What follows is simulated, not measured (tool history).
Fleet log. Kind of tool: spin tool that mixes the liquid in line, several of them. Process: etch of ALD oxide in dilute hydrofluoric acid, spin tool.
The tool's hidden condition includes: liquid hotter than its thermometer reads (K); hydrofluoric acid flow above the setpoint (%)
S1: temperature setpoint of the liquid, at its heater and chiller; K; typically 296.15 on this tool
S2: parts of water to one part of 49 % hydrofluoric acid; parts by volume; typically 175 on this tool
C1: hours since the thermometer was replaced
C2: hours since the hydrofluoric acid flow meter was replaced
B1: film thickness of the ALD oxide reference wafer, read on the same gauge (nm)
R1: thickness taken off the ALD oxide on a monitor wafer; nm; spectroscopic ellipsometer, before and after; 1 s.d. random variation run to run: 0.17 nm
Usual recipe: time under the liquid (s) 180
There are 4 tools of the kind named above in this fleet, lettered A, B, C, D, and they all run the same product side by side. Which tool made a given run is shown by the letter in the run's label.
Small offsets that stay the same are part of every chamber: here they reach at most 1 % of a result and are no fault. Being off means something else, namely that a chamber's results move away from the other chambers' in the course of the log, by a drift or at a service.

Run 1B, hour 4.4: usual settings; C1 528.6; C2 370.7; B1 40.016. Result: R1 28.126 nm.
Run 2C, hour 9.8: usual settings; C1 768.5; C2 998.8; B1 40.010. Result: R1 28.209 nm.
Run 3D, hour 13.1: usual settings; C1 1608.4; C2 280.8; B1 40.016. Result: R1 28.132 nm.
Run 4A, hour 16.9: usual settings; C1 700.1; C2 172.8; B1 39.987. Result: R1 28.387 nm.
Run 5C, hour 19.5: usual settings; C1 778.2; C2 1008.5; B1 40.000. Result: R1 27.975 nm.
Run 6A, hour 22.9: usual settings; C1 706.1; C2 178.8; B1 40.013. Result: R1 28.211 nm.
Run 7B, hour 26.8: usual settings; C1 551.0; C2 393.1; B1 40.013. Result: R1 28.063 nm.
Run 8D, hour 30.8: usual settings; C1 1626.1; C2 298.5; B1 39.996. Result: R1 28.045 nm.
Run 9C, hour 33.7: usual settings; C1 792.4; C2 1022.7; B1 39.997. Result: R1 27.630 nm.
Run 10A, hour 36.0: usual settings; C1 719.2; C2 191.9; B1 39.987. Result: R1 28.080 nm.
Run 11B, hour 39.1: usual settings; C1 563.3; C2 405.4; B1 40.010. Result: R1 28.411 nm.
Run 12D, hour 44.5: usual settings; C1 1639.8; C2 312.2; B1 40.005. Result: R1 28.392 nm.
Run 13C, hour 48.0: usual settings; C1 806.7; C2 1037.0; B1 39.969. Result: R1 28.186 nm.
Run 14A, hour 52.9: usual settings; C1 736.1; C2 208.8; B1 39.988. Result: R1 28.038 nm.
Run 15D, hour 58.0: usual settings; C1 1653.3; C2 325.7; B1 39.991. Result: R1 28.127 nm.
Run 16B, hour 60.5: usual settings; C1 584.7; C2 426.8; B1 39.997. Result: R1 29.205 nm.
Run 17C, hour 63.6: usual settings; C1 822.3; C2 1052.6; B1 40.007. Result: R1 27.889 nm.
Run 18D, hour 67.2: usual settings; C1 1662.5; C2 334.9; B1 39.991. Result: R1 27.824 nm.
Run 19A, hour 71.9: usual settings; C1 755.1; C2 227.8; B1 39.983. Result: R1 28.310 nm.
Run 20B, hour 75.0: usual settings; C1 599.2; C2 441.3; B1 40.006. Result: R1 29.421 nm.
Run 21C, hour 78.0: usual settings; C1 836.7; C2 1067.0; B1 39.997. Result: R1 27.818 nm.
Run 22A, hour 80.7: usual settings; C1 763.9; C2 236.6; B1 40.016. Result: R1 28.251 nm.
Run 23D, hour 83.5: usual settings; C1 1678.8; C2 351.2; B1 40.002. Result: R1 27.966 nm.
Run 24B, hour 86.3: usual settings; C1 610.5; C2 452.6; B1 39.992. Result: R1 29.969 nm.
Run 25B, hour 90.9: usual settings; C1 615.1; C2 457.2; B1 39.994. Result: R1 29.747 nm.
Run 26C, hour 93.6: usual settings; C1 852.3; C2 1082.6; B1 39.982. Result: R1 28.039 nm.
Run 27D, hour 96.1: usual settings; C1 1691.4; C2 363.8; B1 39.965. Result: R1 28.053 nm.
Run 28A, hour 99.1: usual settings; C1 782.3; C2 255.0; B1 39.976. Result: R1 28.216 nm.
Run 29A, hour 102.8: usual settings but time under the liquid (s) 90; C1 786.0; C2 258.7; B1 39.995. Result: R1 13.877 nm.
Run 30B, hour 106.4: usual settings but time under the liquid (s) 90; C1 630.6; C2 472.7; B1 40.010. Result: R1 15.240 nm.
Run 31C, hour 110.2: usual settings but time under the liquid (s) 90; C1 868.9; C2 1099.2; B1 40.024. Result: R1 13.952 nm.
Run 32D, hour 115.2: usual settings but time under the liquid (s) 90; C1 1710.5; C2 382.9; B1 40.037. Result: R1 13.999 nm.

Next, all 4 chambers run the settings below, one line each with question marks for the results. What does each chamber give?
Run 33A, hour 119.1: usual settings but time under the liquid (s) 265. Result: R1 ?.
Run 33B, hour 119.1: usual settings but time under the liquid (s) 265. Result: R1 ?.
Run 33C, hour 119.1: usual settings but time under the liquid (s) 265. Result: R1 ?.
Run 33D, hour 119.1: usual settings but time under the liquid (s) 265. Result: R1 ?.

run      R1
33A  41.596
33B  44.771
33C  40.750
33D  41.672
